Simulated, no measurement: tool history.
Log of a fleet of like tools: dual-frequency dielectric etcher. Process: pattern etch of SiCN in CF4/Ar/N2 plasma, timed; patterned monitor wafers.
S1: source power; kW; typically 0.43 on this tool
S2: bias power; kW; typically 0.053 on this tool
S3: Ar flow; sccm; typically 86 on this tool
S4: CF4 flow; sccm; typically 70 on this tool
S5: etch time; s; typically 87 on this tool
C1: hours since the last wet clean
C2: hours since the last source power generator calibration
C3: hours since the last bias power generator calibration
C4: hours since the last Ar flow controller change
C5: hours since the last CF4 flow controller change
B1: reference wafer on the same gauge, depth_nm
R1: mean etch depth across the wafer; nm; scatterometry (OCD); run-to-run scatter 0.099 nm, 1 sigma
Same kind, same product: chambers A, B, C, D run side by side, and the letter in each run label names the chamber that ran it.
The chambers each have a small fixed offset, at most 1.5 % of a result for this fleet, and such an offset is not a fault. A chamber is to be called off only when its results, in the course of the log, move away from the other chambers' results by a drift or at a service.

| run | hour | S1 | S2 | S3 | S4 | S5 | C1 | C2 | C3 | C4 | C5 | B1 | R1 |
|---|---|---|---|---|---|---|---|---|---|---|---|---|---|
| 1C | 6.2 | 0.43 | 0.053 | 86 | 70 | 87 | 278.5 | 960 | 459.8 | 1003 | 1371 | 56.914 | 66.64 |
| 2A | 15.9 | 0.43 | 0.053 | 86 | 70 | 87 | 512.5 | 1752.8 | 1321.8 | 179.8 | 1756 | 56.916 | 66.472 |
|  | 17.1 | chamber D: wet clean of the chamber |
| 3D | 25.9 | 0.43 | 0.053 | 86 | 70 | 87 | 8.9 | 1739.7 | 1299.2 | 1286 | 729.4 | 56.935 | 66.429 |
| 4B | 35.8 | 0.43 | 0.053 | 86 | 70 | 87 | 395.1 | 2046.2 | 790.6 | 2228.9 | 4246 | 56.95 | 65.984 |
| 5C | 44.2 | 0.43 | 0.053 | 86 | 70 | 87 | 316.5 | 998 | 497.8 | 1041 | 1409 | 56.963 | 66.843 |
| 6B | 50.8 | 0.43 | 0.053 | 86 | 70 | 87 | 410.1 | 2061.2 | 805.6 | 2243.9 | 4261 | 56.943 | 66.076 |
| 7D | 60.7 | 0.43 | 0.053 | 86 | 70 | 87 | 43.7 | 1774.5 | 1334 | 1320.8 | 764.2 | 56.963 | 66.804 |
| 8A | 66.6 | 0.43 | 0.053 | 86 | 70 | 87 | 563.2 | 1803.5 | 1372.5 | 230.5 | 1806.7 | 56.96 | 66.133 |
| 9A | 72.4 | 0.43 | 0.053 | 86 | 70 | 87 | 569 | 1809.3 | 1378.3 | 236.3 | 1812.5 | 56.977 | 66.353 |
| 10B | 77.5 | 0.46 | 0.053 | 76 | 70 | 87 | 436.8 | 2087.9 | 832.3 | 2270.6 | 4287.7 | 56.98 | 71.309 |
| 11C | 88 | 0.46 | 0.053 | 76 | 70 | 87 | 360.3 | 1041.8 | 541.6 | 1084.8 | 1452.8 | 56.998 | 72.498 |
| 12D | 95.3 | 0.46 | 0.053 | 76 | 70 | 87 | 78.3 | 1809.1 | 1368.6 | 1355.4 | 798.8 | 56.967 | 72.178 |
| 13D | 102.4 | 0.46 | 0.053 | 76 | 70 | 87 | 85.4 | 1816.2 | 1375.7 | 1362.5 | 805.9 | 56.985 | 72.458 |
| 14C | 112.3 | 0.43 | 0.053 | 86 | 70 | 87 | 384.6 | 1066.1 | 565.9 | 1109.1 | 1477.1 | 56.992 | 66.721 |
|  | 112.6 | chamber B: wet clean of the chamber |
| 15A | 121.9 | 0.43 | 0.053 | 86 | 70 | 87 | 618.5 | 1858.8 | 1427.8 | 285.8 | 1862 | 57.028 | 66.435 |
| 16B | 127.9 | 0.43 | 0.053 | 86 | 70 | 87 | 15.4 | 2138.3 | 882.7 | 2321 | 4338.1 | 57.029 | 65.927 |
|  | 128.2 | chamber A: wet clean of the chamber |
| 17A | 135.4 | 0.43 | 0.053 | 86 | 70 | 87 | 7.2 | 1872.3 | 1441.3 | 299.3 | 1875.5 | 57.019 | 66.543 |
| 18D | 142.4 | 0.43 | 0.053 | 86 | 70 | 87 | 125.4 | 1856.2 | 1415.7 | 1402.5 | 845.9 | 57.056 | 66.745 |
| 19B | 152.2 | 0.43 | 0.053 | 69 | 80 | 87 | 39.7 | 2162.6 | 907 | 2345.3 | 4362.4 | 57.084 | 69.675 |
| 20C | 159.8 | 0.43 | 0.053 | 69 | 80 | 87 | 432.1 | 1113.6 | 613.4 | 1156.6 | 1524.6 | 57.059 | 70.415 |
| 21B | 167 | 0.43 | 0.053 | 69 | 80 | 87 | 54.5 | 2177.4 | 921.8 | 2360.1 | 4377.2 | 57.071 | 69.533 |
| 22A | 176.4 | 0.43 | 0.053 | 69 | 80 | 87 | 48.2 | 1913.3 | 1482.3 | 340.3 | 1916.5 | 57.068 | 69.966 |
| 23C | 183.2 | 0.43 | 0.053 | 86 | 70 | 87 | 455.5 | 1137 | 636.8 | 1180 | 1548 | 57.079 | 66.916 |
| 24D | 189 | 0.43 | 0.053 | 86 | 70 | 87 | 172 | 1902.8 | 1462.3 | 1449.1 | 892.5 | 57.097 | 66.886 |
| 25C | 198.6 | 0.33 | 0.053 | 86 | 70 | 87 | 470.9 | 1152.4 | 652.2 | 1195.4 | 1563.4 | 57.082 | 52.618 |
| 26A | 207.3 | 0.33 | 0.053 | 86 | 70 | 87 | 79.1 | 1944.2 | 1513.2 | 371.2 | 1947.4 | 57.123 | 52.926 |
| 27B | 216.7 | 0.33 | 0.053 | 86 | 70 | 87 | 104.2 | 2227.1 | 971.5 | 2409.8 | 4426.9 | 57.128 | 52.092 |
| 28D | 226.7 | 0.33 | 0.053 | 86 | 70 | 87 | 209.7 | 1940.5 | 1500 | 1486.8 | 930.2 | 57.123 | 52.688 |
| 29B | 231.7 | 0.43 | 0.053 | 86 | 70 | 87 | 119.2 | 2242.1 | 986.5 | 2424.8 | 4441.9 | 57.138 | 66.231 |
| 30A | 240.2 | 0.43 | 0.053 | 94 | 70 | 87 | 112 | 1977.1 | 1546.1 | 404.1 | 1980.3 | 57.135 | 65.652 |
| 31C | 245.3 | 0.43 | 0.053 | 94 | 70 | 87 | 517.6 | 1199.1 | 698.9 | 1242.1 | 1610.1 | 57.172 | 65.959 |
| 32D | 250.2 | 0.43 | 0.053 | 94 | 70 | 87 | 233.2 | 1964 | 1523.5 | 1510.3 | 953.7 | 57.149 | 65.949 |
| 33B | 258.7 | 0.43 | 0.053 | 94 | 70 | 87 | 146.2 | 2269.1 | 1013.5 | 2451.8 | 4468.9 | 57.153 | 65.319 |
|  | 261.4 | chamber C: wet clean of the chamber |
| 34A | 263.8 | 0.43 | 0.053 | 86 | 70 | 87 | 135.6 | 2000.7 | 1569.7 | 427.7 | 2003.9 | 57.161 | 66.668 |
| 35C | 269.3 | 0.43 | 0.053 | 86 | 70 | 87 | 7.9 | 1223.1 | 722.9 | 1266.1 | 1634.1 | 57.151 | 66.982 |
|  | 271 | chamber A: bias power generator calibrated |
| 36D | 279.6 | 0.43 | 0.053 | 86 | 70 | 87 | 262.6 | 1993.4 | 1552.9 | 1539.7 | 983.1 | 57.184 | 66.956 |
| 37D | 286 | 0.43 | 0.053 | 86 | 70 | 87 | 269 | 1999.8 | 1559.3 | 1546.1 | 989.5 | 57.175 | 66.898 |
| 38B | 294.8 | 0.43 | 0.053 | 86 | 70 | 87 | 182.3 | 2305.2 | 1049.6 | 2487.9 | 4505 | 57.163 | 66.234 |
| 39C | 305.4 | 0.43 | 0.053 | 86 | 70 | 87 | 44 | 1259.2 | 759 | 1302.2 | 1670.2 | 57.181 | 67.066 |
| 40A | 314.9 | 0.43 | 0.053 | 86 | 70 | 87 | 186.7 | 2051.8 | 43.9 | 478.8 | 2055 | 57.208 | 66.714 |
| 41D | 323.3 | 0.43 | 0.053 | 86 | 70 | 87 | 306.3 | 2037.1 | 1596.6 | 1583.4 | 1026.8 | 57.214 | 67.073 |
| 42B | 333.2 | 0.43 | 0.053 | 86 | 70 | 87 | 220.7 | 2343.6 | 1088 | 2526.3 | 4543.4 | 57.236 | 66.384 |
| 43C | 338.7 | 0.43 | 0.053 | 86 | 70 | 87 | 77.3 | 1292.5 | 792.3 | 1335.5 | 1703.5 | 57.257 | 67.108 |
| 44A | 344.2 | 0.43 | 0.053 | 86 | 70 | 87 | 216 | 2081.1 | 73.2 | 508.1 | 2084.3 | 57.266 | 66.821 |

Does one chamber stand apart from the rest, does the shared gauge drift, or is all well apart from small per-chamber offsets? Give the chamber and the most likely cause, where there is one.

None of the chambers is off. What moves is the gauge, dragging all their readings along together.
Likeliest cause: gauge reads high (%) = 0.61.
